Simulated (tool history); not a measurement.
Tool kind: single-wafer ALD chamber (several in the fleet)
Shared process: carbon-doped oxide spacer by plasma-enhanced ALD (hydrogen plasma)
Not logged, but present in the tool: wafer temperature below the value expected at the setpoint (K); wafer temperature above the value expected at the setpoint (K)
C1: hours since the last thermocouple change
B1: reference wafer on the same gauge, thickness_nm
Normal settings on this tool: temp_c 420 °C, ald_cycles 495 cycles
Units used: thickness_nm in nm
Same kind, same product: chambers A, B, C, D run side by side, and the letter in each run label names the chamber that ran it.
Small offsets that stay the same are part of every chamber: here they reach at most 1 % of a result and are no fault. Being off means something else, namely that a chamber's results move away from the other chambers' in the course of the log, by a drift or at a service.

{"run": "1B", "hour": 6.0, "temp_c": 420, "ald_cycles": 495, "C1": 544.9, "B1": 25.705, "thickness_nm": 23.328}
{"run": "2D", "hour": 12.8, "temp_c": 420, "ald_cycles": 495, "C1": 236.7, "B1": 25.689, "thickness_nm": 23.06}
{"run": "3C", "hour": 18.9, "temp_c": 420, "ald_cycles": 495, "C1": 269.1, "B1": 25.691, "thickness_nm": 23.199}
{"run": "4A", "hour": 24.6, "temp_c": 420, "ald_cycles": 495, "C1": 728.7, "B1": 25.681, "thickness_nm": 23.226}
{"run": "5B", "hour": 30.0, "temp_c": 420, "ald_cycles": 495, "C1": 568.9, "B1": 25.679, "thickness_nm": 23.334}
{"run": "6C", "hour": 37.2, "temp_c": 420, "ald_cycles": 495, "C1": 287.4, "B1": 25.68, "thickness_nm": 23.175}
{"run": "7D", "hour": 42.3, "temp_c": 420, "ald_cycles": 495, "C1": 266.2, "B1": 25.676, "thickness_nm": 23.089}
{"run": "8A", "hour": 46.1, "temp_c": 420, "ald_cycles": 495, "C1": 750.2, "B1": 25.676, "thickness_nm": 23.267}
{"run": "9C", "hour": 49.6, "temp_c": 420, "ald_cycles": 495, "C1": 299.8, "B1": 25.674, "thickness_nm": 23.146}
{"run": "10D", "hour": 53.5, "temp_c": 420, "ald_cycles": 495, "C1": 277.4, "B1": 25.669, "thickness_nm": 23.047}
{"run": "11B", "hour": 59.4, "temp_c": 420, "ald_cycles": 495, "C1": 598.3, "B1": 25.665, "thickness_nm": 23.345}
{"run": "12A", "hour": 66.1, "temp_c": 420, "ald_cycles": 495, "C1": 770.2, "B1": 25.655, "thickness_nm": 23.206}
{"run": "13A", "hour": 69.7, "temp_c": 420, "ald_cycles": 495, "C1": 773.8, "B1": 25.654, "thickness_nm": 23.218}
{"run": "14C", "hour": 77.5, "temp_c": 420, "ald_cycles": 495, "C1": 327.7, "B1": 25.656, "thickness_nm": 23.15}
{"run": "15B", "hour": 83.5, "temp_c": 420, "ald_cycles": 571, "C1": 622.4, "B1": 25.642, "thickness_nm": 26.881}
{"run": "16D", "hour": 88.3, "temp_c": 420, "ald_cycles": 571, "C1": 312.2, "B1": 25.644, "thickness_nm": 26.615}
{"run": "17B", "hour": 96.2, "temp_c": 420, "ald_cycles": 571, "C1": 635.1, "B1": 25.643, "thickness_nm": 26.75}
{"run": "18D", "hour": 100.8, "temp_c": 420, "ald_cycles": 571, "C1": 324.7, "B1": 25.637, "thickness_nm": 26.579}
{"run": "19A", "hour": 108.2, "temp_c": 420, "ald_cycles": 495, "C1": 812.3, "B1": 25.641, "thickness_nm": 23.16}
{"run": "20C", "hour": 112.3, "temp_c": 420, "ald_cycles": 495, "C1": 362.5, "B1": 25.629, "thickness_nm": 23.104}
{"run": "21C", "hour": 116.1, "temp_c": 420, "ald_cycles": 495, "C1": 366.3, "B1": 25.634, "thickness_nm": 23.139}
{"run": "22D", "hour": 123.3, "temp_c": 420, "ald_cycles": 495, "C1": 347.2, "B1": 25.63, "thickness_nm": 22.963}
{"run": "23A", "hour": 129.8, "temp_c": 420, "ald_cycles": 495, "C1": 833.9, "B1": 25.628, "thickness_nm": 23.122}
{"run": "24B", "hour": 134.2, "temp_c": 420, "ald_cycles": 495, "C1": 673.1, "B1": 25.617, "thickness_nm": 23.273}
{"run": "25C", "hour": 140.2, "temp_c": 420, "ald_cycles": 495, "C1": 390.4, "B1": 25.617, "thickness_nm": 23.118}
{"run": "26D", "hour": 144.8, "temp_c": 420, "ald_cycles": 552, "C1": 368.7, "B1": 25.612, "thickness_nm": 25.615}
{"run": "27A", "hour": 152.4, "temp_c": 420, "ald_cycles": 552, "C1": 856.5, "B1": 25.614, "thickness_nm": 25.837}
{"run": "28B", "hour": 157.2, "temp_c": 420, "ald_cycles": 552, "C1": 696.1, "B1": 25.603, "thickness_nm": 25.908}
{"run": "29C", "hour": 164.8, "temp_c": 420, "ald_cycles": 552, "C1": 415, "B1": 25.598, "thickness_nm": 25.706}
{"run": "30A", "hour": 172.6, "temp_c": 420, "ald_cycles": 450, "C1": 876.7, "B1": 25.609, "thickness_nm": 21.01}
{"run": "31B", "hour": 177.6, "temp_c": 420, "ald_cycles": 450, "C1": 716.5, "B1": 25.595, "thickness_nm": 21.13}
{"run": "32D", "hour": 182.6, "temp_c": 420, "ald_cycles": 450, "C1": 406.5, "B1": 25.59, "thickness_nm": 20.862}
{"run": "33A", "hour": 186.2, "temp_c": 420, "ald_cycles": 450, "C1": 890.3, "B1": 25.589, "thickness_nm": 21.044}
{"run": "34C", "hour": 193.2, "temp_c": 420, "ald_cycles": 495, "C1": 443.4, "B1": 25.589, "thickness_nm": 23.122}
{"run": "35D", "hour": 201.2, "temp_c": 420, "ald_cycles": 495, "C1": 425.1, "B1": 25.575, "thickness_nm": 22.977}
{"run": "36B", "hour": 205.5, "temp_c": 420, "ald_cycles": 495, "C1": 744.4, "B1": 25.573, "thickness_nm": 23.211}
{"run": "37B", "hour": 210.9, "temp_c": 420, "ald_cycles": 495, "C1": 749.8, "B1": 25.571, "thickness_nm": 23.198}
{"run": "38A", "hour": 216.9, "temp_c": 420, "ald_cycles": 495, "C1": 921, "B1": 25.569, "thickness_nm": 23.085}

Decide between three cases: one chamber stands off from its peers, the gauge reading all wafers drifts, or nothing is wrong past each chamber's small offset. Where a chamber is off, say which and what most likely put it there.

It is the gauge, not a chamber: its drift shows up in every chamber's results at once, and no chamber is off.
Likeliest cause: gauge reads low (%) = 0.514.
